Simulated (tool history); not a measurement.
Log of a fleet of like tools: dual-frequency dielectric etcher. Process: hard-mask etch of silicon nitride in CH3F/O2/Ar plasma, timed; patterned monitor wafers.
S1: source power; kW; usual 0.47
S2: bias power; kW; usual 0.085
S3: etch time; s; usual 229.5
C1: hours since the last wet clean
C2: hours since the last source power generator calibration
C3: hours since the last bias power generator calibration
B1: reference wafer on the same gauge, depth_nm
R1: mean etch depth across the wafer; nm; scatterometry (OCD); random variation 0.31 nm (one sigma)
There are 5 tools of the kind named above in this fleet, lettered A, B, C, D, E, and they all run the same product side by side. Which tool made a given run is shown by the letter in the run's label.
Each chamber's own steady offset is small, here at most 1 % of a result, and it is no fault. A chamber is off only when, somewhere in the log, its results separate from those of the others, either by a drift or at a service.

run 1A hour=7.7 | S1=0.47 S2=0.085 S3=229.5 | C1=274.5 C2=3180.5 C3=1440.9 | B1=181.08 | R1=180.67
run 2C hour=12.2 | S1=0.47 S2=0.085 S3=229.5 | C1=31.7 C2=891 C3=1990.5 | B1=180.86 | R1=179.27
run 3E hour=17.2 | S1=0.47 S2=0.085 S3=229.5 | C1=398.8 C2=324.6 C3=1266 | B1=180.9 | R1=182.21
-- hour=23.3 chamber A: source power generator calibrated
run 4B hour=24.3 | S1=0.47 S2=0.085 S3=229.5 | C1=206.6 C2=1198.5 C3=522.6 | B1=180.8 | R1=181
run 5D hour=31.7 | S1=0.47 S2=0.085 S3=229.5 | C1=703.4 C2=342.9 C3=2386.3 | B1=180.85 | R1=179.25
run 6D hour=38.9 | S1=0.47 S2=0.085 S3=229.5 | C1=710.6 C2=350.1 C3=2393.5 | B1=180.88 | R1=179.04
run 7C hour=47.1 | S1=0.47 S2=0.085 S3=229.5 | C1=66.6 C2=925.9 C3=2025.4 | B1=180.79 | R1=179.82
run 8E hour=54.5 | S1=0.47 S2=0.085 S3=229.5 | C1=436.1 C2=361.9 C3=1303.3 | B1=180.63 | R1=181.26
-- hour=57.4 chamber D: wet clean of the chamber
run 9B hour=60.7 | S1=0.47 S2=0.085 S3=229.5 | C1=243 C2=1234.9 C3=559 | B1=180.72 | R1=180.68
run 10A hour=65.7 | S1=0.4 S2=0.085 S3=291 | C1=332.5 C2=42.5 C3=1498.9 | B1=180.66 | R1=215.2
run 11A hour=74 | S1=0.4 S2=0.085 S3=291 | C1=340.8 C2=50.8 C3=1507.2 | B1=180.61 | R1=214.17
run 12D hour=79.6 | S1=0.4 S2=0.085 S3=291 | C1=22.2 C2=390.8 C3=2434.2 | B1=180.58 | R1=213.35
run 13E hour=87 | S1=0.4 S2=0.085 S3=291 | C1=468.6 C2=394.4 C3=1335.8 | B1=180.56 | R1=215.98
run 14B hour=94.4 | S1=0.4 S2=0.085 S3=291 | C1=276.7 C2=1268.6 C3=592.7 | B1=180.4 | R1=216.87
run 15C hour=102.2 | S1=0.47 S2=0.085 S3=229.5 | C1=121.7 C2=981 C3=2080.5 | B1=180.49 | R1=179.57
run 16D hour=109.7 | S1=0.47 S2=0.085 S3=229.5 | C1=52.3 C2=420.9 C3=2464.3 | B1=180.47 | R1=178.65
-- hour=110.5 chamber E: wet clean of the chamber
run 17E hour=115.7 | S1=0.47 S2=0.085 S3=229.5 | C1=5.2 C2=423.1 C3=1364.5 | B1=180.31 | R1=181.64
run 18B hour=119.7 | S1=0.47 S2=0.085 S3=229.5 | C1=302 C2=1293.9 C3=618 | B1=180.34 | R1=180.85
run 19C hour=125.2 | S1=0.47 S2=0.085 S3=229.5 | C1=144.7 C2=1004 C3=2103.5 | B1=180.28 | R1=178.61
run 20A hour=131.5 | S1=0.47 S2=0.085 S3=229.5 | C1=398.3 C2=108.3 C3=1564.7 | B1=180.32 | R1=179.65
run 21B hour=135.4 | S1=0.47 S2=0.085 S3=229.5 | C1=317.7 C2=1309.6 C3=633.7 | B1=180.27 | R1=180.45
run 22D hour=142.9 | S1=0.47 S2=0.085 S3=229.5 | C1=85.5 C2=454.1 C3=2497.5 | B1=180.26 | R1=178.6
run 23C hour=147.5 | S1=0.47 S2=0.085 S3=229.5 | C1=167 C2=1026.3 C3=2125.8 | B1=180.22 | R1=178.68
run 24A hour=156.1 | S1=0.47 S2=0.085 S3=229.5 | C1=422.9 C2=132.9 C3=1589.3 | B1=180.16 | R1=179.31
run 25E hour=163.9 | S1=0.58 S2=0.085 S3=204 | C1=53.4 C2=471.3 C3=1412.7 | B1=180.13 | R1=174.57
run 26E hour=168.3 | S1=0.58 S2=0.085 S3=204 | C1=57.8 C2=475.7 C3=1417.1 | B1=180.14 | R1=174.74
run 27C hour=174.3 | S1=0.58 S2=0.085 S3=204 | C1=193.8 C2=1053.1 C3=2152.6 | B1=180.08 | R1=172
run 28D hour=181.2 | S1=0.58 S2=0.085 S3=204 | C1=123.8 C2=492.4 C3=2535.8 | B1=180.04 | R1=170.85
run 29B hour=188 | S1=0.58 S2=0.085 S3=204 | C1=370.3 C2=1362.2 C3=686.3 | B1=180.02 | R1=173.35
run 30A hour=195.7 | S1=0.47 S2=0.085 S3=229.5 | C1=462.5 C2=172.5 C3=1628.9 | B1=179.98 | R1=179.53
-- hour=195.8 chamber A: wet clean of the chamber
run 31E hour=203.2 | S1=0.47 S2=0.085 S3=229.5 | C1=92.7 C2=510.6 C3=1452 | B1=179.88 | R1=180.78
run 32B hour=208.2 | S1=0.42 S2=0.085 S3=229.5 | C1=390.5 C2=1382.4 C3=706.5 | B1=179.93 | R1=173.59
run 33C hour=215.3 | S1=0.42 S2=0.085 S3=229.5 | C1=234.8 C2=1094.1 C3=2193.6 | B1=179.82 | R1=171.37
run 34A hour=224.1 | S1=0.42 S2=0.085 S3=229.5 | C1=28.4 C2=200.9 C3=1657.3 | B1=179.76 | R1=172.33
run 35D hour=231 | S1=0.42 S2=0.085 S3=229.5 | C1=173.6 C2=542.2 C3=2585.6 | B1=179.84 | R1=170.89
run 36C hour=235 | S1=0.42 S2=0.085 S3=229.5 | C1=254.5 C2=1113.8 C3=2213.3 | B1=179.77 | R1=170.68

One chamber off, gauge drift, or nothing amiss beyond the chambers' own small offsets? If it is a chamber, which one, and what is the likeliest cause?

It is the gauge, not a chamber: its drift shows up in every chamber's results at once, and no chamber is off.
What lies behind it: gauge reads low (%) = 0.713.

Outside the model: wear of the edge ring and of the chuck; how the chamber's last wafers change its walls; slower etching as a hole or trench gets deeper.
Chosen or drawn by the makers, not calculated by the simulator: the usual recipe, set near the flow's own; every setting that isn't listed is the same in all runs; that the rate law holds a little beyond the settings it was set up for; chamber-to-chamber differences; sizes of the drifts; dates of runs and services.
